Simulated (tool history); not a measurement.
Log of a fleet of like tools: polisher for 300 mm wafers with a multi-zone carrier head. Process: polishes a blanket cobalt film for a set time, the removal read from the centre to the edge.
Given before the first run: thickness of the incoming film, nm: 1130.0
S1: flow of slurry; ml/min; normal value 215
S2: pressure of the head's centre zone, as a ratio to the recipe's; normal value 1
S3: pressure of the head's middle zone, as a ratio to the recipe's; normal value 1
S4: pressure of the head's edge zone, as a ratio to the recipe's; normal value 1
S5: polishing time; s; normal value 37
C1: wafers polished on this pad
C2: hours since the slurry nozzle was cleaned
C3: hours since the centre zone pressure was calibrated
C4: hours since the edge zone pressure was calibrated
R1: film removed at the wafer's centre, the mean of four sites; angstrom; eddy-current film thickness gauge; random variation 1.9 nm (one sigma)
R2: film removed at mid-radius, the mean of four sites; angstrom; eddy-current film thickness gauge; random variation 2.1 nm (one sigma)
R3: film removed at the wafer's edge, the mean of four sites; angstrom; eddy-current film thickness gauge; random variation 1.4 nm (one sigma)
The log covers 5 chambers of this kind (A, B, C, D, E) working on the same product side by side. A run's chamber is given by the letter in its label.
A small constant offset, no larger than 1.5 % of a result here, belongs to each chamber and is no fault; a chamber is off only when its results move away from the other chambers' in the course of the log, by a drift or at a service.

run	hour	S1	S2	S3	S4	S5	C1	C2	C3	C4	R1	R2	R3
# hour 4.2: chamber C: worn pad replaced by a new one
1C	5.5	215	1	1	1	37	11	226.6	422.6	1250.7	1893	1945.3	1914.9
2D	9.7	215	1	1	1	37	667	546.9	450	922.4	1909.2	1921.5	1925.3
3E	13.4	215	1	1	1	37	275	273.9	308	338.5	1918.8	1926.3	1897.4
4B	18.4	215	1	1	1	37	835	60.1	575	80	1894	1890.6	1915.2
5A	21.4	215	1	1	1	37	795	391.5	562.9	60.2	1854.5	1920.5	1918.6
6D	24.4	215	1	1	1	37	796	561.6	464.7	937.1	1922.1	1916.3	1899.3
7C	28	215	1	1	1	37	208	249.1	445.1	1273.2	1884.9	1926	1908.1
8A	32.2	215	1	1	1	37	890	402.3	573.7	71	1892.2	1911.6	1907.8
9E	37.9	215	1	1	1.07	26	490	298.4	332.5	363	1326.2	1376.1	1392.1
# hour 38: chamber A: worn pad replaced by a new one
# hour 38.7: chamber D: edge zone pressure recalibrated
10B	43.7	215	1	1	1.07	26	1057	85.4	600.3	105.3	1338.8	1349.5	1391.9
# hour 46.3: chamber C: edge zone pressure recalibrated
# hour 46.4: chamber B: worn pad replaced by a new one
11E	47.7	215	1	1	1.07	26	576	308.2	342.3	372.8	1328.9	1341.9	1395.9
# hour 51: chamber C: slurry nozzle cleaned
12D	53.6	215	1	1	1.07	26	1052	590.8	493.9	14.9	1318	1276.8	1350.1
13B	58.1	215	1	1	1.07	26	102	99.8	614.7	119.7	1353.8	1335.1	1410.1
14C	61.6	215	1	1	1	37	503	10.6	478.7	15.3	1879	1923	1903.9
15A	65.1	215	1	1	1	37	238	435.2	606.6	103.9	1894.3	1955.5	1914.1
16A	69.7	215	1	1	1	37	278	439.8	611.2	108.5	1877.1	1920.2	1905.6
17C	73.8	240	1	1	1.06	37	610	22.8	490.9	27.5	1946.2	1970.4	2001
18B	77.7	240	1	1	1.06	37	274	119.4	634.3	139.3	1926.1	1907.3	1969.2
19D	82.7	240	1	1	1.06	37	1307	619.9	523	44	1809	1826.4	1878.7
# hour 84.4: chamber E: worn pad replaced by a new one
20E	88.6	240	1	1	1.06	37	37	349.1	383.2	413.7	1935.5	1949.1	2002.9
21D	94.6	240	1	1	1.06	37	1411	631.8	534.9	55.9	1823.1	1816.3	1848.3
22A	98.6	215	1	1	1	37	532	468.7	640.1	137.4	1869.9	1887.1	1885
23C	102.7	215	1	1	1	37	863	51.7	519.8	56.4	1917.2	1910.6	1896.2
24B	107.4	215	1	1	1	37	534	149.1	664	169	1924.7	1889.4	1906
25E	110.5	215	1.09	1	1	37	229	371	405.1	435.6	2070.2	1954.7	1908.2
26D	113.6	215	1.09	1	1	37	1578	650.8	553.9	74.9	1928.6	1737.2	1726.6
27B	116.5	215	1.09	1	1	37	614	158.2	673.1	178.1	2080.6	1890.7	1911.1
28C	120.7	215	1.09	1	1	37	1021	69.7	537.8	74.4	2094.1	1902	1914.8
29A	126.5	215	1.09	1	1	37	776	496.6	668	165.3	2110.9	1916.7	1918.6
30E	129.8	215	1	1	1	37	398	390.3	424.4	454.9	1888.1	1927.2	1922.2
31A	133.4	215	1	1	1	37	837	503.5	674.9	172.2	1884.5	1898.1	1928.9

All 5 chambers run these settings next. Forecast each chamber's results:
32A	138	215	1	1	1	37					?	?	?
32B	138	215	1	1	1	37					?	?	?
32C	138	215	1	1	1	37					?	?	?
32D	138	215	1	1	1	37					?	?	?
32E	138	215	1	1	1	37					?	?	?

run	R1	R2	R3
32A	1893.6	1922.7	1892.6
32B	1881.7	1886.1	1921.7
32C	1921.9	1872.4	1948.9
32D	1734.6	1701.1	1717.3
32E	1871.4	1896.7	1899.2
